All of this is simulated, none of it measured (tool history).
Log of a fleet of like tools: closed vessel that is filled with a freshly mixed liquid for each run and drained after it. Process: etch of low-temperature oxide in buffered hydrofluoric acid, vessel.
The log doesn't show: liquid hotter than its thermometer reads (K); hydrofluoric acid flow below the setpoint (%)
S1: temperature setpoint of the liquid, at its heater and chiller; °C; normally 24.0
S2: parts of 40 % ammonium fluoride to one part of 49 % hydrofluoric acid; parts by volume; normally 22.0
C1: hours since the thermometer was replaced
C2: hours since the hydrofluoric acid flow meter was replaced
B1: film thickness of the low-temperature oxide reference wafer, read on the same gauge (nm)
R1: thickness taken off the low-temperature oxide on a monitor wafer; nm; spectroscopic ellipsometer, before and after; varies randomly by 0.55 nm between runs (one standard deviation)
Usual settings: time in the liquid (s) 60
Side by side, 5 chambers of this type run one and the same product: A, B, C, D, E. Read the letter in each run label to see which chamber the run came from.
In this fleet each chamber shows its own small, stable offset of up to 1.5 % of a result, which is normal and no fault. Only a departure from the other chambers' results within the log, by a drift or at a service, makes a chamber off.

Run 1C, hour 13.6: usual settings; C1 867.3; C2 201.3; B1 60.015. Result: R1 61.389 nm.
Run 2E, hour 21.0: usual settings; C1 852.0; C2 497.4; B1 59.986. Result: R1 62.803 nm.
Run 3B, hour 36.1: usual settings; C1 673.1; C2 1330.6; B1 59.999. Result: R1 63.207 nm.
Run 4D, hour 50.4: usual settings; C1 1654.9; C2 1149.9; B1 59.998. Result: R1 62.630 nm.
Run 5A, hour 58.4: usual settings; C1 2280.5; C2 101.4; B1 60.001. Result: R1 62.077 nm.
Run 6B, hour 69.6: usual settings but S2 17.5 parts by volume; C1 706.6; C2 1364.1; B1 60.002. Result: R1 76.174 nm.
Run 7E, hour 81.1: usual settings but S2 17.5 parts by volume; C1 912.1; C2 557.5; B1 60.009. Result: R1 77.301 nm.
Run 8D, hour 88.0: usual settings but S2 17.5 parts by volume; C1 1692.5; C2 1187.5; B1 60.014. Result: R1 76.367 nm.
Run 9A, hour 99.6: usual settings but S2 17.5 parts by volume; C1 2321.7; C2 142.6; B1 59.991. Result: R1 76.163 nm.
Run 10C, hour 107.8: usual settings but S2 17.5 parts by volume; C1 961.5; C2 295.5; B1 60.010. Result: R1 76.166 nm.
Run 11A, hour 117.3: usual settings but S2 19.0 parts by volume; C1 2339.4; C2 160.3; B1 59.997. Result: R1 69.340 nm.
Run 12E, hour 124.9: usual settings but S2 19.0 parts by volume; C1 955.9; C2 601.3; B1 60.005. Result: R1 68.897 nm.
Run 13D, hour 136.1: usual settings but S2 19.0 parts by volume; C1 1740.6; C2 1235.6; B1 60.007. Result: R1 71.200 nm.
Run 14B, hour 149.1: usual settings but S2 19.0 parts by volume; C1 786.1; C2 1443.6; B1 59.990. Result: R1 71.606 nm.
Run 15C, hour 155.9: usual settings but S2 19.0 parts by volume; C1 1009.6; C2 343.6; B1 59.985. Result: R1 70.633 nm.
Run 16C, hour 166.0: usual settings; C1 1019.7; C2 353.7; B1 59.999. Result: R1 61.681 nm.
Run 17A, hour 178.0: usual settings; C1 2400.1; C2 221.0; B1 59.994. Result: R1 62.049 nm.
Run 18D, hour 192.7: usual settings; C1 1797.2; C2 1292.2; B1 60.025. Result: R1 62.075 nm.
Run 19E, hour 205.5: usual settings; C1 1036.5; C2 681.9; B1 60.000. Result: R1 61.108 nm.
At hour 215.4: chamber C: thermometer replaced.
Run 20B, hour 220.0: usual settings; C1 857.0; C2 1514.5; B1 59.997. Result: R1 63.086 nm.
Run 21D, hour 233.0: usual settings; C1 1837.5; C2 1332.5; B1 60.018. Result: R1 62.314 nm.
Run 22B, hour 244.3: usual settings but time in the liquid (s) 85; C1 881.3; C2 1538.8; B1 59.978. Result: R1 87.626 nm.
Run 23A, hour 254.4: usual settings but time in the liquid (s) 85; C1 2476.5; C2 297.4; B1 60.012. Result: R1 88.749 nm.
Run 24E, hour 267.2: usual settings but time in the liquid (s) 85; C1 1098.2; C2 743.6; B1 60.019. Result: R1 85.660 nm.
Run 25C, hour 279.0: usual settings but time in the liquid (s) 85; C1 63.6; C2 466.7; B1 60.023. Result: R1 88.582 nm.
Run 26C, hour 291.6: usual settings but time in the liquid (s) 85; C1 76.2; C2 479.3; B1 59.998. Result: R1 87.720 nm.
Run 27A, hour 299.7: usual settings; C1 2521.8; C2 342.7; B1 60.004. Result: R1 61.708 nm.
Run 28E, hour 306.2: usual settings; C1 1137.2; C2 782.6; B1 59.974. Result: R1 59.832 nm.
Run 29B, hour 314.6: usual settings; C1 951.6; C2 1609.1; B1 60.025. Result: R1 62.075 nm.
Run 30D, hour 321.1: usual settings; C1 1925.6; C2 1420.6; B1 60.005. Result: R1 62.600 nm.
Run 31D, hour 332.1: usual settings; C1 1936.6; C2 1431.6; B1 59.984. Result: R1 62.596 nm.
Run 32B, hour 340.0: usual settings but S1 28.5 °C, time in the liquid (s) 35; C1 977.0; C2 1634.5; B1 60.005. Result: R1 45.952 nm.
Run 33C, hour 350.9: usual settings but S1 28.5 °C, time in the liquid (s) 35; C1 135.5; C2 538.6; B1 60.017. Result: R1 46.144 nm.
Run 34E, hour 362.3: usual settings but S1 28.5 °C, time in the liquid (s) 35; C1 1193.3; C2 838.7; B1 59.990. Result: R1 43.602 nm.
Run 35A, hour 376.7: usual settings but S1 28.5 °C, time in the liquid (s) 35; C1 2598.8; C2 419.7; B1 60.011. Result: R1 45.989 nm.
Run 36B, hour 387.4: usual settings but S1 28.5 °C, time in the liquid (s) 35; C1 1024.4; C2 1681.9; B1 60.008. Result: R1 46.746 nm.

Is one chamber out of step, is the gauge drifting, or do the chambers differ by no more than their own small offsets? For an off chamber, give its letter and the likeliest cause.

Chamber E drifts away from the others.
Likeliest cause: hydrofluoric acid flow below the setpoint (%) = 11.1.
It could be hard to tell apart here from: liquid colder than its thermometer reads (K).

Here are 4 candidates for chamber E's next run, each the usual settings with a change, their results left as question marks. Which one brings its results back in line with what the others give on the usual settings?
Counts as in line when no further than this from what the other chambers average on the usual settings: R1 1.900 nm
Run 37E-1, hour 398.1: usual settings but S1 24.5 °C, S2 20.5 parts by volume. Result: R1 ?.
Run 37E-2, hour 398.1: usual settings but S1 24.5 °C, S2 21.0 parts by volume, time in the liquid (s) 65. Result: R1 ?.
Run 37E-3, hour 398.1: usual settings but S1 23.5 °C, S2 22.5 parts by volume, time in the liquid (s) 55. Result: R1 ?.
Run 37E-4, hour 398.1: usual settings but S1 23.5 °C, S2 23.5 parts by volume. Result: R1 ?.

Mean of the other chambers on the usual settings: R1 62.356 nm
  run      R1
37E-1  62.305
37E-2  66.404
37E-3  50.814
37E-4  53.820
37E-1 puts the chamber back in line with the other chambers.
